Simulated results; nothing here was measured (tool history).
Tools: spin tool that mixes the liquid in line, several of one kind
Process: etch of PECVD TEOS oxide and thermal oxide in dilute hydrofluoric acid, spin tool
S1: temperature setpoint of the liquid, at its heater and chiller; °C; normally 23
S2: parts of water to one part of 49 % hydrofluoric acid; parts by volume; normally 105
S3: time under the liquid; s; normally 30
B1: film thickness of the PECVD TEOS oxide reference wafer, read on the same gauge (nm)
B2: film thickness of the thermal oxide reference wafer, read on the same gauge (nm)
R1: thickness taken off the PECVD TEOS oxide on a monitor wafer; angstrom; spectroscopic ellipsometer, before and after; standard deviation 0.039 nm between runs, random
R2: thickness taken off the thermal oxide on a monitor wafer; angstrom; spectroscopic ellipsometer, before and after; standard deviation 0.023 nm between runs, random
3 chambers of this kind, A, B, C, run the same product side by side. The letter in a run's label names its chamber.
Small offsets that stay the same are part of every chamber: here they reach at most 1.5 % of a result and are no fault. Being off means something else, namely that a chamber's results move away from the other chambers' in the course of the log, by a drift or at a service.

run   hour  S1   S2  S3      B1      B2      R1      R2
 1B    7.6  23  105  30  69.974  149.98  64.749  13.482
 2A   20.7  23  105  30  69.997  149.99  64.777  13.271
 3C   29.3  23  105  30  70.034     150  65.231   13.33
 4C   36.8  23  105  30  70.039  150.02  64.099  13.409
 5A   48.3  23  105  30   69.98  150.02  64.547  13.531
 6B   60.5  23  105  30  70.009     150   64.17  13.597
 7C   70.7  23  105  30  70.049     150  65.398  12.869
 8B   80.2  23  105  30  70.009  149.99  65.016  13.722
 9A   91.8  23  105  30  70.047     150  64.811   13.47
10C  103.9  23  105  30  70.002  149.99  64.992  13.529
11B  110.4  23  105  30      70  149.95   63.61  13.429
12A  120.4  23  105  30   70.03     150  65.215  13.315
13C  131.1  23  105  30  69.973  149.98  64.963  13.235
14A  143.5  23  105  30  70.003  150.01  63.767  13.504
15B  155.5  23  105  30  69.965  149.99  64.134  13.247
16C  162.7  20  105  30  69.958     150  57.349  11.673
17A  173.9  20  105  30  69.999  149.99  57.525  12.202
18B  184.7  20  105  30  70.036  150.02  56.819   11.74
19C  196.9  23  105  30  70.024  150.02      65  13.273
     202.3  -- chamber B: thermometer replaced
20A  208.9  23  105  30  69.985     150  64.496  13.355
21B  218.7  21   60  30  69.984  149.99  109.14   23.09
22A  224.9  21   60  30  69.981  150.01   111.5  23.011
23B  238.1  21   60  30  69.988     150  108.47  23.741
24C  248.6  23   75  45  69.997  149.98  139.51  28.406
25B  256.1  23   75  45  70.029  149.97  139.43  29.413
26C  262.2  23   75  45   70.05     150  139.47  29.323
27A  270.1  23   60  35  70.007     150  139.61  30.335
28C  277.4  23   60  35  69.971  149.99  137.61  28.624
29B  285.4  23   60  35  69.982  149.99  138.98  28.631

All chambers now run identical settings, listed one chamber a line with results as question marks. What results will each chamber show?
30A  295.3  23  70  30           ?   ?
30B  295.3  23  70  30           ?   ?
30C  295.3  23  70  30           ?   ?

run      R1      R2
30A  100.81  20.587
30B  99.825  21.265
30C  99.346  20.707
